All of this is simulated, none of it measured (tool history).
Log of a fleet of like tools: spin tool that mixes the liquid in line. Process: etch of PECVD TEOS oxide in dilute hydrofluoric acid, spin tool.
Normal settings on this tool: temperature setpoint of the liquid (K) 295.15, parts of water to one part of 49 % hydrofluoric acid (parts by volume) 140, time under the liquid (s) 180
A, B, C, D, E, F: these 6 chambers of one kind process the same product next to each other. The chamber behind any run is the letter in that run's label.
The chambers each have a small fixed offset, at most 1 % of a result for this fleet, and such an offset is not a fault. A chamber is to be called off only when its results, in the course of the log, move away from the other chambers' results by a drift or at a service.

run,hour,temperature setpoint of the liquid (K),parts of water to one part of 49 % hydrofluoric acid (parts by volume),time under the liquid (s),hours since the thermometer was replaced,hours since the hydrofluoric acid flow meter was replaced,"read-back film thickness of the PECVD TEOS oxide reference wafer, read on the same gauge (nm)",thickness taken off the PECVD TEOS oxide on a monitor wafer (angstrom)
1C,3.6,295.15,140,180,341.9,9.4,110.03,142.50
# hour 4.3: chamber D: thermometer replaced
2D,8.2,295.15,140,180,4.0,458.1,110.01,140.08
3E,13.5,295.15,140,180,480.8,1274.8,110.03,137.90
4A,19.3,295.15,140,180,1598.4,141.4,110.02,136.69
5F,25.2,295.15,140,180,409.1,383.7,109.97,137.69
6B,29.8,295.15,140,180,1099.2,295.0,109.99,138.92
7A,37.2,295.15,140,180,1616.3,159.3,110.02,139.07
8B,44.1,295.15,140,180,1113.5,309.3,110.00,138.31
9D,49.1,295.15,140,180,44.9,499.0,110.01,138.19
10E,57.2,299.65,165,180,524.5,1318.5,109.97,133.49
11F,64.8,299.65,165,180,448.7,423.3,110.02,134.93
12C,69.2,299.65,165,180,407.5,75.0,109.98,135.40
13A,75.7,299.65,165,180,1654.8,197.8,109.98,136.85
14E,79.3,299.65,165,180,546.6,1340.6,110.00,135.85
15D,87.3,299.65,165,180,83.1,537.2,110.02,134.37
16F,92.3,295.15,140,180,476.2,450.8,110.02,138.15
17B,99.4,295.15,140,180,1168.8,364.6,110.02,139.10
18C,102.9,295.15,140,180,441.2,108.7,110.01,141.38
19C,107.8,295.15,140,180,446.1,113.6,109.99,141.30
20B,116.0,295.15,140,180,1185.4,381.2,109.98,136.76
21A,120.1,295.15,140,180,1699.2,242.2,110.00,138.29
22F,128.0,295.15,140,260,511.9,486.5,109.99,198.24
23D,131.7,295.15,140,260,127.5,581.6,110.00,203.66
24E,136.2,295.15,140,260,603.5,1397.5,110.00,206.44
25F,140.4,295.15,140,260,524.3,498.9,109.96,200.73
26C,146.8,295.15,140,260,485.1,152.6,110.03,204.02
27D,151.1,295.15,140,260,146.9,601.0,109.98,198.56
28A,154.8,295.15,140,180,1733.9,276.9,109.98,138.24
29E,160.8,295.15,140,180,628.1,1422.1,110.05,145.51
30B,167.7,295.15,140,180,1237.1,432.9,110.02,135.04
31D,172.6,295.15,140,180,168.4,622.5,110.05,139.14
32E,179.0,295.15,140,180,646.3,1440.3,109.98,146.42
# hour 180.8: chamber F: thermometer replaced
33C,185.0,295.15,140,180,523.3,190.8,110.00,138.76
34F,188.6,295.15,140,180,7.8,547.1,109.96,136.62
35A,196.4,295.15,140,180,1775.5,318.5,109.98,136.31
36B,200.6,295.15,140,180,1270.0,465.8,110.01,136.53
37F,205.1,295.15,140,180,24.3,563.6,110.00,136.52
38E,211.8,295.15,140,180,679.1,1473.1,110.01,149.56
39A,216.0,295.15,140,180,1795.1,338.1,110.02,138.26
40D,221.6,292.65,140,240,217.4,671.5,109.99,167.93
41C,225.7,292.65,140,240,564.0,231.5,110.01,171.64
42B,233.5,292.65,140,240,1302.9,498.7,109.99,167.56

One chamber off, gauge drift, or nothing amiss beyond the chambers' own small offsets? If it is a chamber, which one, and what is the likeliest cause?

One chamber, E, drifts off from the rest bit by bit.
Cause: hydrofluoric acid flow above the setpoint (%) = 7.77.
With only this log, it may be confused with: liquid hotter than its thermometer reads (K).

Below are 4 candidate recipes for chamber E's next run, each the usual settings with a change, their results shown as question marks. Which of them brings E's results back in line with what the other chambers give on the usual settings?
Allowed miss from the other chambers' usual-settings mean, per result, to count as in line: thickness taken off the PECVD TEOS oxide on a monitor wafer (angstrom) 4.20
43E-1,239.4,293.15,140,180,,,,?
43E-2,239.4,298.65,140,180,,,,?
43E-3,239.4,297.15,140,180,,,,?
43E-4,239.4,295.15,140,155,,,,?

On the usual settings, the other chambers give on average: thickness taken off the PECVD TEOS oxide on a monitor wafer (angstrom) 138.90
run,thickness taken off the PECVD TEOS oxide on a monitor wafer (angstrom)
43E-1,139.04
43E-2,171.99
43E-3,162.47
43E-4,129.52
With 43E-1, the chamber falls back in line with the rest.
